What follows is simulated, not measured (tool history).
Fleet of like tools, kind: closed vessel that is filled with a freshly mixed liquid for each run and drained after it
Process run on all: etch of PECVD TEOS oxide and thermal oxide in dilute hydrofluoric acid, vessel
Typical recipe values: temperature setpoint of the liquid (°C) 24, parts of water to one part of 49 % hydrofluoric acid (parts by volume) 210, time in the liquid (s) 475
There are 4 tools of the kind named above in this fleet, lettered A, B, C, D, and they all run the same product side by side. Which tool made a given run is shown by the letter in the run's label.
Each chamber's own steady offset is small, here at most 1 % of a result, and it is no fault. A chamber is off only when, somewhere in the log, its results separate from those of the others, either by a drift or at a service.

run,day,temperature setpoint of the liquid (°C),parts of water to one part of 49 % hydrofluoric acid (parts by volume),time in the liquid (s),"read-back film thickness of the PECVD TEOS oxide reference wafer, read on the same gauge (nm)","read-back film thickness of the thermal oxide reference wafer, read on the same gauge (nm)",thickness taken off the PECVD TEOS oxide on a monitor wafer (nm),thickness taken off the thermal oxide on a monitor wafer (nm)
1C,0.367,24,210,475,129.99,29.984,27.79,9.1233
2B,0.65,24,210,475,130.02,30.021,27.87,9.1808
3A,0.908,24,210,475,129.98,30.041,27.762,9.0942
4D,1.108,24,210,475,130,30.032,27.718,9.1793
5D,1.396,27.5,305,475,129.99,30.007,19.745,6.4513
6B,1.642,27.5,305,475,130,29.957,19.637,6.4559
7C,1.954,27.5,305,475,130.01,29.965,19.598,6.3866
8A,2.254,27.5,305,475,130.02,29.964,19.615,6.4374
9A,2.492,24,210,475,130,30.03,28.035,9.1405
10C,2.671,24,210,475,130,30.024,27.621,9.0755
11D,2.975,24,210,475,130.02,30.025,27.671,9.1352
12B,3.283,24,210,475,130.02,30.02,27.719,9.2261
13C,3.629,24,210,475,130.01,30.012,27.616,9.1151
14A,3.992,24,210,475,130.01,30.013,27.944,9.1108
15B,4.312,24,210,475,130,29.989,28.146,9.1855
16D,4.7,24,210,390,130.01,29.989,22.716,7.5628
17C,5.067,24,210,390,129.99,30.015,22.652,7.4844
18A,5.346,24,210,390,130.01,30.008,23.114,7.4871
19D,5.625,24,210,390,130.01,29.989,22.561,7.4576
20B,5.925,24,210,475,129.98,29.976,27.745,9.2429
21C,6.254,24,210,475,130,30.013,27.517,9.0906
22D,6.558,24,210,475,129.99,29.976,27.995,9.1598
23B,6.904,24,305,475,130,30.018,17.581,5.7524
24A,7.196,24,305,475,129.99,29.998,17.666,5.7164
25D,7.575,24,305,475,130.01,30,17.212,5.7562
26C,7.933,24,305,475,129.98,30.009,17.122,5.7098
27A,8.321,26,140,475,129.99,29.978,49.062,15.812
28B,8.529,26,140,475,130,30.002,48.963,16.058
29B,8.804,26,140,475,129.98,29.976,48.747,15.986
30A,9,26,140,475,130.01,29.975,48.453,15.844

Is one chamber off against the others, does the gauge drift, or is nothing wrong? If a chamber is off, say which, and what the likeliest cause is.

No chamber is off and the gauge is stable; the differences are just each chamber's small, constant offset.
